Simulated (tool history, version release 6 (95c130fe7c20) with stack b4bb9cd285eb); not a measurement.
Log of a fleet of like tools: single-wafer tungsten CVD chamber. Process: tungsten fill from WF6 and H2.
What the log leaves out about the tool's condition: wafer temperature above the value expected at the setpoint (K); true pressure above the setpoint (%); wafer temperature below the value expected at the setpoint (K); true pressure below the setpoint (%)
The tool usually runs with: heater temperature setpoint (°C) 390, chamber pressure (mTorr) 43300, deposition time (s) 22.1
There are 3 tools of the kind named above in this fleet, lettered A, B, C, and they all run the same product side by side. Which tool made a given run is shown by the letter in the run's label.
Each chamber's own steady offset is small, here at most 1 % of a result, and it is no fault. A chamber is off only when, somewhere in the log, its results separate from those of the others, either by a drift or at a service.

run,day,heater temperature setpoint (°C),chamber pressure (mTorr),deposition time (s),hours since the last thermocouple change,hours since the last manometer calibration,"read-back reference wafer on the same gauge, thickness_nm",mean film thickness on the monitor wafer (Å)
1B,0.317,390,43300,22.1,828.4,998.8,53.094,630.96
2A,0.854,390,43300,22.1,776.7,1113.6,53.072,625.76
3C,1.171,390,43300,22.1,1266.1,91.8,53.127,620.85
4C,1.758,390,43300,22.1,1280.2,105.9,53.086,629.38
5A,2.333,390,43300,22.1,812.2,1149.1,53.119,626.2
6B,2.654,390,43300,22.1,884.5,1054.9,53.156,631.13
7B,3.075,390,43300,22.1,894.6,1065,53.087,632.56
8C,3.558,390,43300,22.1,1323.4,149.1,53.111,627.59
9A,3.975,390,43300,22.1,851.6,1188.5,53.077,626.9
10B,4.479,390,43300,22.1,928.3,1098.7,53.114,629.2
# day 4.779: chamber B: capacitance manometer re-zeroed and calibrated
11C,4.95,390,43300,22.1,1356.8,182.5,53.106,619.65
12A,5.471,390,43300,22.1,887.5,1224.4,53.066,627.86
13B,5.817,390,43300,25.6,960.4,25,53.081,730.77
14A,6.325,390,43300,25.6,908,1244.9,53.041,726.66
15C,6.738,390,43300,25.6,1399.7,225.4,53.07,720.89
16B,7.25,385,43300,22.1,994.8,59.4,53.138,573.61
17C,7.642,385,43300,22.1,1421.4,247.1,53.129,559.7
18A,8.025,385,43300,22.1,948.8,1285.7,53.094,569.87
19C,8.429,380,43300,22.1,1440.3,266,53.081,507.38
20A,8.925,380,43300,22.1,970.4,1307.3,53.113,515.48
21B,9.221,380,43300,22.1,1042.1,106.7,53.119,520.21
22C,9.796,390,43300,22.1,1473.1,298.8,53.074,619.07
23A,10.317,390,43300,22.1,1003.8,1340.7,53.084,623.72
24B,10.771,396,33200,22.1,1079.3,143.9,53.075,627.4
25A,11.196,396,33200,22.1,1024.9,1361.8,53.168,619.37
26B,11.642,396,33200,22.1,1100.2,164.8,53.067,620.73
27C,12.117,390,43300,22.1,1528.8,354.5,53.114,611.71
28A,12.475,390,43300,22.1,1055.6,1392.5,53.125,628.76

One chamber off, gauge drift, or nothing amiss beyond the chambers' own small offsets? If it is a chamber, which one, and what is the likeliest cause?

It is chamber C that slowly wanders off from its peers.
Cause: wafer temperature below the value expected at the setpoint (K) = 1.13.
The log may not tell that from: true pressure below the setpoint (%).

Which of the 4 candidates below, each the usual settings with something changed and its results left as question marks, puts chamber C back in line with what the other chambers give on the usual settings?
Counts as in line when no further than this from what the other chambers average on the usual settings: mean film thickness on the monitor wafer (Å) 8.3
29C-1,12.925,390,43400,22.1,,,,?
29C-2,12.925,390,46100,22.1,,,,?
29C-3,12.925,390,43300,22,,,,?
29C-4,12.925,389,43000,21.9,,,,?

Mean of the other chambers on the usual settings: mean film thickness on the monitor wafer (Å) 629.91
run,mean film thickness on the monitor wafer (Å)
29C-1,613.43
29C-2,630.63
29C-3,609.99
29C-4,593.32
The answer is 29C-2, which returns the chamber to within the allowed miss of the others.
